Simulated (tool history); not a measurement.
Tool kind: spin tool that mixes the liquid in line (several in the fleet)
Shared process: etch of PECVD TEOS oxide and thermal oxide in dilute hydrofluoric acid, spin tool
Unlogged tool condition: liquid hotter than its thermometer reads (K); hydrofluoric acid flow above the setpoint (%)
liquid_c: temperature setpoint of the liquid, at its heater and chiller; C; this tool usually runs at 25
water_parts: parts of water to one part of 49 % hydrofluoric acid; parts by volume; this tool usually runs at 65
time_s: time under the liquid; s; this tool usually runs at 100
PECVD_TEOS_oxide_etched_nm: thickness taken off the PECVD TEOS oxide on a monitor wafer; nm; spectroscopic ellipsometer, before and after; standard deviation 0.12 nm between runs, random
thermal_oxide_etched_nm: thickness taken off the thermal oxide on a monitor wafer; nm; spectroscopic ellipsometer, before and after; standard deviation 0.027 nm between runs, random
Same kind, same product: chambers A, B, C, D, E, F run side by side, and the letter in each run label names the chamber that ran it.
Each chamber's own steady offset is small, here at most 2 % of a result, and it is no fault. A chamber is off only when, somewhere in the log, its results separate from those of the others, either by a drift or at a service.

| run | day | liquid_c | water_parts | time_s | hours since the thermometer was replaced | hours since the hydrofluoric acid flow meter was replaced | read-back film thickness of the PECVD TEOS oxide reference wafer, read on the same gauge (nm) | read-back film thickness of the thermal oxide reference wafer, read on the same gauge (nm) | PECVD_TEOS_oxide_etched_nm | thermal_oxide_etched_nm |
|---|---|---|---|---|---|---|---|---|---|---|
| 1E | 0.583 | 25 | 65 | 100 | 584.8 | 452.6 | 119.99 | 120.01 | 25.786 | 8.1055 |
| 2C | 1.142 | 25 | 65 | 100 | 216.6 | 1525 | 120.02 | 120.02 | 26.201 | 7.9674 |
| 3A | 1.417 | 25 | 65 | 100 | 978.9 | 850.1 | 119.99 | 119.98 | 26.59 | 8.0169 |
| 4B | 1.862 | 25 | 65 | 100 | 860.3 | 1192.7 | 119.97 | 119.99 | 26.485 | 7.9603 |
| 5D | 2.138 | 25 | 65 | 100 | 338.7 | 175.4 | 120.01 | 119.99 | 26.413 | 8.1059 |
| 6F | 2.646 | 29 | 65 | 155 | 1472.3 | 196 | 119.99 | 119.99 | 47.851 | 14.486 |
| 7F | 3.025 | 29 | 65 | 155 | 1481.4 | 205.1 | 120.01 | 119.98 | 47.87 | 14.562 |
| 8E | 3.325 | 29 | 65 | 155 | 650.6 | 518.4 | 120.01 | 120 | 47.656 | 14.63 |
| 9A | 3.729 | 29 | 65 | 155 | 1034.4 | 905.6 | 119.99 | 120.02 | 47.885 | 14.513 |
| 10B | 4.142 | 29 | 65 | 155 | 915 | 1247.4 | 120 | 119.98 | 48.422 | 14.672 |
| 11C | 4.608 | 29 | 65 | 155 | 299.8 | 1608.2 | 119.99 | 120.02 | 47.688 | 14.432 |
| 12D | 5.188 | 25 | 65 | 100 | 411.9 | 248.6 | 119.99 | 119.98 | 26.502 | 8.0787 |
| 13C | 5.5 | 25 | 65 | 100 | 321.2 | 1629.6 | 119.99 | 119.99 | 26.433 | 7.9826 |
| 14F | 5.954 | 25 | 65 | 100 | 1551.7 | 275.4 | 120 | 119.99 | 26.441 | 7.9649 |
| 15B | 6.271 | 25 | 65 | 100 | 966.1 | 1298.5 | 119.99 | 120.02 | 26.392 | 7.9779 |
|  | 6.671 | chamber E: thermometer replaced |
| 16E | 6.871 | 25 | 65 | 100 | 4.8 | 603.5 | 120 | 119.99 | 25.98 | 8.0272 |
| 17A | 7.246 | 25 | 65 | 100 | 1118.8 | 990 | 120 | 120 | 26.714 | 7.9953 |
| 18D | 7.867 | 25 | 65 | 100 | 476.2 | 312.9 | 120 | 120.01 | 26.534 | 8.0821 |
| 19B | 8.354 | 25 | 65 | 100 | 1016.1 | 1348.5 | 120 | 120 | 26.579 | 7.9861 |
| 20A | 8.738 | 25 | 65 | 100 | 1154.6 | 1025.8 | 119.98 | 120.01 | 26.402 | 8.0148 |
| 21F | 9.158 | 25 | 65 | 100 | 1628.6 | 352.3 | 119.97 | 120.01 | 26.443 | 7.9791 |
| 22C | 9.6 | 25 | 65 | 100 | 419.6 | 1728 | 120.01 | 120.02 | 26.599 | 8.0085 |
| 23E | 10.096 | 29.5 | 65 | 75 | 82.2 | 680.9 | 120 | 120 | 23.294 | 7.2403 |
| 24D | 10.492 | 29.5 | 65 | 75 | 539.2 | 375.9 | 120 | 119.99 | 23.767 | 7.2268 |
| 25D | 10.858 | 29.5 | 65 | 75 | 548 | 384.7 | 120.01 | 120.03 | 23.651 | 7.2316 |
|  | 11.067 | chamber D: thermometer replaced |
| 26F | 11.425 | 29.5 | 65 | 75 | 1683 | 406.7 | 120 | 119.98 | 23.588 | 7.1645 |
| 27E | 12.004 | 29.5 | 65 | 75 | 128 | 726.7 | 119.98 | 120 | 23.077 | 7.1818 |
| 28A | 12.442 | 29.5 | 65 | 75 | 1243.5 | 1114.7 | 119.99 | 119.99 | 23.805 | 7.2217 |
| 29B | 13.062 | 20 | 40 | 100 | 1129.1 | 1461.5 | 119.99 | 119.98 | 35.87 | 10.851 |
| 30C | 13.358 | 20 | 40 | 100 | 509.8 | 1818.2 | 120.02 | 120 | 36.342 | 10.947 |
| 31E | 13.867 | 20 | 40 | 100 | 172.7 | 771.4 | 119.99 | 119.98 | 35.619 | 11.027 |
| 32A | 14.221 | 20 | 40 | 100 | 1286.2 | 1157.4 | 119.99 | 119.99 | 36.551 | 11.073 |
| 33B | 14.567 | 20 | 40 | 100 | 1165.2 | 1497.6 | 120.01 | 119.99 | 36.186 | 10.811 |
| 34D | 15.158 | 20 | 40 | 100 | 98.3 | 487.9 | 119.99 | 119.96 | 35.963 | 10.992 |
|  | 15.35 | chamber C: hydrofluoric acid flow meter replaced |
|  | 15.542 | chamber E: hydrofluoric acid flow meter replaced |
| 35C | 15.688 | 25 | 65 | 100 | 565.7 | 8.2 | 119.97 | 120.02 | 26.225 | 7.921 |
| 36F | 16.204 | 25 | 65 | 100 | 1797.7 | 521.4 | 120 | 119.98 | 26.326 | 8.0037 |
| 37B | 16.479 | 25 | 65 | 100 | 1211.1 | 1543.5 | 120.02 | 119.99 | 26.385 | 8.0045 |
| 38A | 16.758 | 25 | 65 | 100 | 1347.1 | 1218.3 | 120.02 | 119.99 | 26.712 | 8.095 |
| 39D | 17.371 | 25 | 65 | 100 | 151.4 | 541 | 119.98 | 120.01 | 26.323 | 8.1111 |
| 40F | 17.662 | 25 | 65 | 100 | 1832.7 | 556.4 | 120 | 120.01 | 26.527 | 7.9953 |
| 41C | 18.138 | 25 | 65 | 100 | 624.5 | 67 | 120 | 120.01 | 26.399 | 7.9363 |
| 42E | 18.658 | 25 | 65 | 100 | 287.7 | 74.9 | 120 | 120.01 | 26.239 | 8.0588 |
| 43C | 18.975 | 25 | 65 | 100 | 644.6 | 87.1 | 120.01 | 119.98 | 26.435 | 7.9477 |
| 44B | 19.412 | 25 | 65 | 100 | 1281.5 | 1613.9 | 120.01 | 120 | 26.494 | 7.9934 |

All chambers now run identical settings, listed one chamber a line with results as question marks. What results will each chamber show?
| 45A | 19.862 | 26.5 | 65 | 100 |  |  |  |  | ? | ? |
| 45B | 19.862 | 26.5 | 65 | 100 |  |  |  |  | ? | ? |
| 45C | 19.862 | 26.5 | 65 | 100 |  |  |  |  | ? | ? |
| 45D | 19.862 | 26.5 | 65 | 100 |  |  |  |  | ? | ? |
| 45E | 19.862 | 26.5 | 65 | 100 |  |  |  |  | ? | ? |
| 45F | 19.862 | 26.5 | 65 | 100 |  |  |  |  | ? | ? |

| run | PECVD_TEOS_oxide_etched_nm | thermal_oxide_etched_nm |
|---|---|---|
| 45A | 28.413 | 8.522 |
| 45B | 28.167 | 8.4756 |
| 45C | 28.122 | 8.4297 |
| 45D | 27.976 | 8.5202 |
| 45E | 27.603 | 8.6035 |
| 45F | 28.156 | 8.5257 |
